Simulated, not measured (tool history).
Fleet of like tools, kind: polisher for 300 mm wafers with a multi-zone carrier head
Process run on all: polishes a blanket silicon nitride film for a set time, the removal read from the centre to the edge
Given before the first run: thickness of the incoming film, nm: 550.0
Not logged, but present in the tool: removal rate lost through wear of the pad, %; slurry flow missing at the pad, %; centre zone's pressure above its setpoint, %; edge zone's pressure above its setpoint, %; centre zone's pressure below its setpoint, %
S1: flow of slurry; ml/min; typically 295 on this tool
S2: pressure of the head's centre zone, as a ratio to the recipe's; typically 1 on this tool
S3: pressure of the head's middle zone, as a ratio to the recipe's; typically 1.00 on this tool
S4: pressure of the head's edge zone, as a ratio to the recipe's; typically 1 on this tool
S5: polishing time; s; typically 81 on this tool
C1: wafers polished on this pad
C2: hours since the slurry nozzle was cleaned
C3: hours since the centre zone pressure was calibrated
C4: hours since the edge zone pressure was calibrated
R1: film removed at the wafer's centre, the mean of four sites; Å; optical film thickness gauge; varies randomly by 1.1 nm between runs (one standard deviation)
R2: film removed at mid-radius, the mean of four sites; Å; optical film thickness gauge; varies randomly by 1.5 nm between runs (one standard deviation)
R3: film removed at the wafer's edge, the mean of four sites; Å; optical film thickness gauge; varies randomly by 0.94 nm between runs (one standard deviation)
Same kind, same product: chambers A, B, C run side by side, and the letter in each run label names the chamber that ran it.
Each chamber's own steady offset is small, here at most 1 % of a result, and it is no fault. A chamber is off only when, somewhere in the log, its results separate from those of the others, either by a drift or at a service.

Run 1B, hour 3.8: usual settings; C1 320; C2 279.0; C3 1306.7; C4 223.0. Result: R1 1154.4 Å, R2 1157.3 Å, R3 1160.7 Å.
Run 2C, hour 6.3: usual settings; C1 1271; C2 473.8; C3 333.1; C4 971.4. Result: R1 1181.2 Å, R2 1164.8 Å, R3 1167.4 Å.
Run 3A, hour 9.2: usual settings; C1 820; C2 832.2; C3 626.9; C4 843.4. Result: R1 1159.8 Å, R2 1128.5 Å, R3 1178.9 Å.
Run 4B, hour 12.0: usual settings; C1 370; C2 287.2; C3 1314.9; C4 231.2. Result: R1 1156.9 Å, R2 1180.8 Å, R3 1159.8 Å.
Run 5A, hour 15.6: usual settings; C1 859; C2 838.6; C3 633.3; C4 849.8. Result: R1 1159.1 Å, R2 1162.5 Å, R3 1164.7 Å.
Run 6C, hour 18.3: usual settings; C1 1343; C2 485.8; C3 345.1; C4 983.4. Result: R1 1183.4 Å, R2 1185.3 Å, R3 1151.9 Å.
At hour 18.7: chamber A: slurry nozzle cleaned.
Run 7B, hour 21.2: usual settings but S3 1.08; C1 426; C2 296.4; C3 1324.1; C4 240.4. Result: R1 1157.5 Å, R2 1248.6 Å, R3 1156.5 Å.
Run 8C, hour 24.1: usual settings but S3 1.08; C1 1378; C2 491.6; C3 350.9; C4 989.2. Result: R1 1169.0 Å, R2 1248.7 Å, R3 1160.3 Å.
At hour 26.6: chamber C: worn pad replaced by a new one.
Run 9A, hour 26.6: usual settings but S3 1.08; C1 925; C2 8.0; C3 644.3; C4 860.8. Result: R1 1158.2 Å, R2 1261.8 Å, R3 1160.4 Å.
Run 10B, hour 28.6: usual settings; C1 470; C2 303.8; C3 1331.5; C4 247.8. Result: R1 1173.7 Å, R2 1178.7 Å, R3 1152.5 Å.
Run 11A, hour 31.2: usual settings; C1 953; C2 12.6; C3 648.9; C4 865.4. Result: R1 1180.9 Å, R2 1169.0 Å, R3 1191.4 Å.
Run 12C, hour 33.9: usual settings; C1 44; C2 501.4; C3 360.7; C4 999.0. Result: R1 1165.5 Å, R2 1186.7 Å, R3 1166.4 Å.
Run 13B, hour 38.1: usual settings; C1 528; C2 313.3; C3 1341.0; C4 257.3. Result: R1 1171.6 Å, R2 1176.7 Å, R3 1164.6 Å.
Run 14C, hour 40.5: usual settings; C1 83; C2 508.0; C3 367.3; C4 1005.6. Result: R1 1166.3 Å, R2 1177.9 Å, R3 1167.6 Å.
At hour 42.1: chamber C: slurry nozzle cleaned.
Run 15A, hour 42.9: usual settings; C1 1024; C2 24.3; C3 660.6; C4 877.1. Result: R1 1179.9 Å, R2 1146.1 Å, R3 1165.3 Å.
Run 16A, hour 45.3: usual settings; C1 1038; C2 26.7; C3 663.0; C4 879.5. Result: R1 1184.1 Å, R2 1171.1 Å, R3 1172.4 Å.
At hour 47.3: chamber B: centre zone pressure recalibrated.
Run 17B, hour 48.5: usual settings; C1 590; C2 323.7; C3 1.3; C4 267.7. Result: R1 1067.2 Å, R2 1156.0 Å, R3 1141.6 Å.
Run 18C, hour 52.2: usual settings; C1 154; C2 10.2; C3 379.0; C4 1017.3. Result: R1 1186.2 Å, R2 1153.2 Å, R3 1172.2 Å.
Run 19A, hour 55.6: usual settings; C1 1100; C2 37.0; C3 673.3; C4 889.8. Result: R1 1177.1 Å, R2 1158.8 Å, R3 1190.0 Å.
Run 20B, hour 57.8: usual settings; C1 646; C2 333.0; C3 10.6; C4 277.0. Result: R1 1073.3 Å, R2 1158.8 Å, R3 1165.8 Å.
Run 21C, hour 60.6: usual settings; C1 205; C2 18.6; C3 387.4; C4 1025.7. Result: R1 1171.6 Å, R2 1156.6 Å, R3 1172.4 Å.
Run 22B, hour 64.8: usual settings; C1 689; C2 340.0; C3 17.6; C4 284.0. Result: R1 1085.3 Å, R2 1127.0 Å, R3 1164.8 Å.
Run 23C, hour 67.1: usual settings; C1 244; C2 25.1; C3 393.9; C4 1032.2. Result: R1 1180.2 Å, R2 1169.4 Å, R3 1166.9 Å.
Run 24A, hour 69.6: usual settings but S5 102 s; C1 1185; C2 51.0; C3 687.3; C4 903.8. Result: R1 1495.2 Å, R2 1474.5 Å, R3 1457.5 Å.
Run 25A, hour 73.3: usual settings but S5 102 s; C1 1207; C2 54.7; C3 691.0; C4 907.5. Result: R1 1468.9 Å, R2 1510.8 Å, R3 1491.7 Å.
Run 26B, hour 77.3: usual settings but S5 102 s; C1 764; C2 352.5; C3 30.1; C4 296.5. Result: R1 1334.7 Å, R2 1435.0 Å, R3 1446.8 Å.
Run 27C, hour 79.3: usual settings; C1 318; C2 37.3; C3 406.1; C4 1044.4. Result: R1 1167.2 Å, R2 1142.1 Å, R3 1167.8 Å.
At hour 79.9: chamber A: worn pad replaced by a new one.
Run 28B, hour 81.3: usual settings; C1 788; C2 356.5; C3 34.1; C4 300.5. Result: R1 1092.9 Å, R2 1170.8 Å, R3 1171.7 Å.
Run 29A, hour 84.6: usual settings; C1 28; C2 66.0; C3 702.3; C4 918.8. Result: R1 1165.3 Å, R2 1161.4 Å, R3 1176.0 Å.
Run 30C, hour 86.7: usual settings; C1 362; C2 44.7; C3 413.5; C4 1051.8. Result: R1 1166.1 Å, R2 1169.8 Å, R3 1173.8 Å.
Run 31C, hour 88.6: usual settings; C1 374; C2 46.6; C3 415.4; C4 1053.7. Result: R1 1188.7 Å, R2 1160.3 Å, R3 1168.6 Å.
Run 32B, hour 91.1: usual settings; C1 847; C2 366.3; C3 43.9; C4 310.3. Result: R1 1075.2 Å, R2 1183.1 Å, R3 1162.5 Å.
Run 33A, hour 93.7: usual settings; C1 83; C2 75.1; C3 711.4; C4 927.9. Result: R1 1171.1 Å, R2 1188.1 Å, R3 1179.3 Å.
Run 34B, hour 96.1: usual settings; C1 878; C2 371.3; C3 48.9; C4 315.3. Result: R1 1074.2 Å, R2 1170.8 Å, R3 1153.9 Å.
Run 35C, hour 99.5: usual settings; C1 440; C2 57.5; C3 426.3; C4 1064.6. Result: R1 1183.1 Å, R2 1162.9 Å, R3 1162.7 Å.
Run 36A, hour 102.7: usual settings; C1 138; C2 84.1; C3 720.4; C4 936.9. Result: R1 1168.1 Å, R2 1169.1 Å, R3 1179.9 Å.
Run 37C, hour 106.1: usual settings; C1 479; C2 64.1; C3 432.9; C4 1071.2. Result: R1 1159.2 Å, R2 1160.5 Å, R3 1163.3 Å.
Run 38B, hour 108.8: usual settings; C1 954; C2 384.0; C3 61.6; C4 328.0. Result: R1 1074.2 Å, R2 1139.3 Å, R3 1167.3 Å.
Run 39A, hour 110.9: usual settings; C1 187; C2 92.3; C3 728.6; C4 945.1. Result: R1 1153.0 Å, R2 1162.3 Å, R3 1184.3 Å.
Run 40A, hour 113.4: usual settings; C1 202; C2 94.8; C3 731.1; C4 947.6. Result: R1 1182.8 Å, R2 1164.0 Å, R3 1161.8 Å.

All 3 chambers run these settings next. Forecast each chamber's results:
Run 41A, hour 116.5: usual settings. Result: R1 ?, R2 ?, R3 ?.
Run 41B, hour 116.5: usual settings. Result: R1 ?, R2 ?, R3 ?.
Run 41C, hour 116.5: usual settings. Result: R1 ?, R2 ?, R3 ?.

run      R1      R2      R3
41A  1179.1  1155.4  1177.0
41B  1080.4  1169.9  1164.3
41C  1172.1  1182.3  1169.6
